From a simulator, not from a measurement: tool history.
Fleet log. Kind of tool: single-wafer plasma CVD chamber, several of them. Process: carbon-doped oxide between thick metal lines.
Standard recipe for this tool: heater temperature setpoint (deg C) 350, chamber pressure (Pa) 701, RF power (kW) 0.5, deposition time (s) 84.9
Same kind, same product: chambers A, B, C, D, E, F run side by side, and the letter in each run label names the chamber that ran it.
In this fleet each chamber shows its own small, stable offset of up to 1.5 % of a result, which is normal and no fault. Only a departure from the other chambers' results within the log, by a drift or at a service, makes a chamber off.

run   hour  heater temperature setpoint (deg C)  chamber pressure (Pa)  RF power (kW)  deposition time (s)  hours since the last thermocouple change  hours since the last RF generator calibration  hours since the last manometer calibration  read-back reference wafer on the same gauge, thickness_nm  mean film thickness on the monitor wafer (nm)
       6.8  -- chamber D: RF generator calibrated
 1D    7.1                                  350                    701            0.5                 84.9                                    1134.1                                            0.4                                       539.1                                                     440.71                                         433.59
       7.4  -- chamber E: thermocouple changed; heater temperature recalibrated
 2C   14.9                                  350                    701            0.5                 84.9                                    1789.9                                         1706.2                                       275.2                                                     441.08                                         432.22
 3E   22.9                                  350                    701            0.5                 84.9                                      15.5                                         2263.5                                       959.8                                                     440.67                                          434.9
 4F   29.9                                  350                    701            0.5                 84.9                                     691.3                                         1438.1                                      1161.2                                                     440.74                                         433.62
 5A   34.7                                  350                    701            0.5                 84.9                                      70.7                                          598.8                                      1127.4                                                     441.04                                         425.83
 6B   45.2                                  350                    701            0.5                 84.9                                    2067.5                                         1920.6                                       980.4                                                        441                                         435.02
 7F     52                                  350                    701            0.5                 84.9                                     713.4                                         1460.2                                      1183.3                                                     441.02                                         430.91
 8B   56.9                                  350                    701            0.5                 84.9                                    2079.2                                         1932.3                                       992.1                                                     441.04                                         435.72
 9D   62.1                                  350                    701            0.5                 84.9                                    1189.1                                           55.4                                       594.1                                                      441.1                                         430.69
10E   69.6                                  350                    701            0.5                 84.9                                      62.2                                         2310.2                                      1006.5                                                     440.78                                         433.65
11A   80.2                                  350                    701            0.5                 84.9                                     116.2                                          644.3                                      1172.9                                                     440.86                                         425.98
12C   86.8                                  350                    701            0.5                 84.9                                    1861.8                                         1778.1                                       347.1                                                     440.68                                         430.24
      89.3  -- chamber E: RF generator calibrated
13B   91.9                                  350                    701            0.5                 84.9                                    2114.2                                         1967.3                                      1027.1                                                     440.95                                         435.06
14C     97                                  350                    701            0.5                 84.9                                      1872                                         1788.3                                       357.3                                                     440.94                                         431.79
15E  102.3                                  350                    567            0.5                 84.9                                      94.9                                           13.1                                      1039.2                                                     440.96                                         419.22
16A  108.2                                  350                    567            0.5                 84.9                                     144.2                                          672.3                                      1200.9                                                     441.12                                          412.5
17D  115.8                                  350                    567            0.5                 84.9                                    1242.8                                          109.1                                       647.8                                                     440.99                                         418.77
18F  122.4                                  350                    567            0.5                 84.9                                     783.8                                         1530.6                                      1253.7                                                     440.61                                         418.03
19D    133                                  350                    567            0.5                 84.9                                      1260                                          126.3                                         665                                                      440.7                                         422.43
20F  141.6                                  350                    567            0.5                 84.9                                       803                                         1549.8                                      1272.9                                                     440.92                                         418.69
21C  147.6                                  350                    701            0.5                 84.9                                    1922.6                                         1838.9                                       407.9                                                      441.1                                         429.47
     149.2  -- chamber F: RF generator calibrated
22A  157.1                                  350                    701            0.5                 84.9                                     193.1                                          721.2                                      1249.8                                                     440.91                                          426.1
23E  165.7                                  350                    701            0.5                 84.9                                     158.3                                           76.5                                      1102.6                                                     441.39                                         432.48
24B  170.6                                  350                    701            0.5                 84.9                                    2192.9                                           2046                                      1105.8                                                     441.31                                         436.31
25F  177.4                                  350                    701            0.5                 84.9                                     838.8                                           28.3                                      1308.7                                                      440.8                                         432.88
26D  185.3                                  350                    701            0.5                 84.9                                    1312.3                                          178.6                                       717.3                                                     440.67                                         436.61
27A  191.9                                  350                    701            0.5                 91.4                                     227.9                                            756                                      1284.6                                                     440.65                                         460.41
28B  197.9                                  350                    701            0.5                 91.4                                    2220.2                                         2073.3                                      1133.1                                                     441.16                                         469.28
29E  207.8                                  350                    701            0.5                 91.4                                     200.4                                          118.6                                      1144.7                                                     441.22                                         468.43
     209.1  -- chamber B: RF generator calibrated
30C  215.6                                  350                    701            0.5                 91.4                                    1990.6                                         1906.9                                       475.9                                                     440.97                                         459.94
31B  224.6                                  350                    701            0.5                 91.4                                    2246.9                                           15.5                                      1159.8                                                     441.16                                         468.96
     232.6  -- chamber C: RF generator calibrated
32A  232.9                                  350                    701            0.5                 91.4                                     268.9                                            797                                      1325.6                                                     440.51                                         457.69
33F  240.8                                  350                    701            0.5                 84.9                                     902.2                                           91.7                                      1372.1                                                     441.06                                         429.43
34C  248.3                                  350                    701            0.5                 84.9                                    2023.3                                           15.8                                       508.6                                                     440.87                                          431.3
35E  259.2                                  350                    701            0.5                 84.9                                     251.8                                            170                                      1196.1                                                     440.94                                         434.34
36D  268.1                                  350                    701            0.5                 84.9                                    1395.1                                          261.4                                       800.1                                                     440.93                                         430.63
     274.5  -- chamber F: thermocouple changed; heater temperature recalibrated
     276.1  -- chamber A: RF generator calibrated
37A  276.1                                  350                    701            0.5                 84.9                                     312.1                                              0                                      1368.8                                                     440.55                                          428.3
38F  283.4                                  350                    701            0.5                 84.9                                       8.9                                          134.3                                      1414.7                                                     441.11                                         435.04
39C  288.8                                  350                    701            0.5                 84.9                                    2063.8                                           56.3                                       549.1                                                     440.86                                            430
40B  298.3                                  350                    701            0.5                 84.9                                    2320.6                                           89.2                                      1233.5                                                     440.74                                          433.6
41D  304.6                                  350                    701            0.5                 84.9                                    1431.6                                          297.9                                       836.6                                                     441.02                                         431.94
42E  310.6                                  337                    701            0.5                   92                                     303.2                                          221.4                                      1247.5                                                     440.87                                         487.09
43A  316.8                                  337                    701            0.5                   92                                     352.8                                           40.7                                      1409.5                                                     441.22                                         482.45

For the next run the whole fleet of 6 chambers uses the same settings. Give each chamber's results:
44A  324.6                                  350                    701            0.5                 84.9                                                                                                                                                                                                                                              ?
44B  324.6                                  350                    701            0.5                 84.9                                                                                                                                                                                                                                              ?
44C  324.6                                  350                    701            0.5                 84.9                                                                                                                                                                                                                                              ?
44D  324.6                                  350                    701            0.5                 84.9                                                                                                                                                                                                                                              ?
44E  324.6                                  350                    701            0.5                 84.9                                                                                                                                                                                                                                              ?
44F  324.6                                  350                    701            0.5                 84.9                                                                                                                                                                                                                                              ?

run  mean film thickness on the monitor wafer (nm)
44A                                         428.62
44B                                         434.58
44C                                         428.87
44D                                         436.47
44E                                          434.5
44F                                         433.92
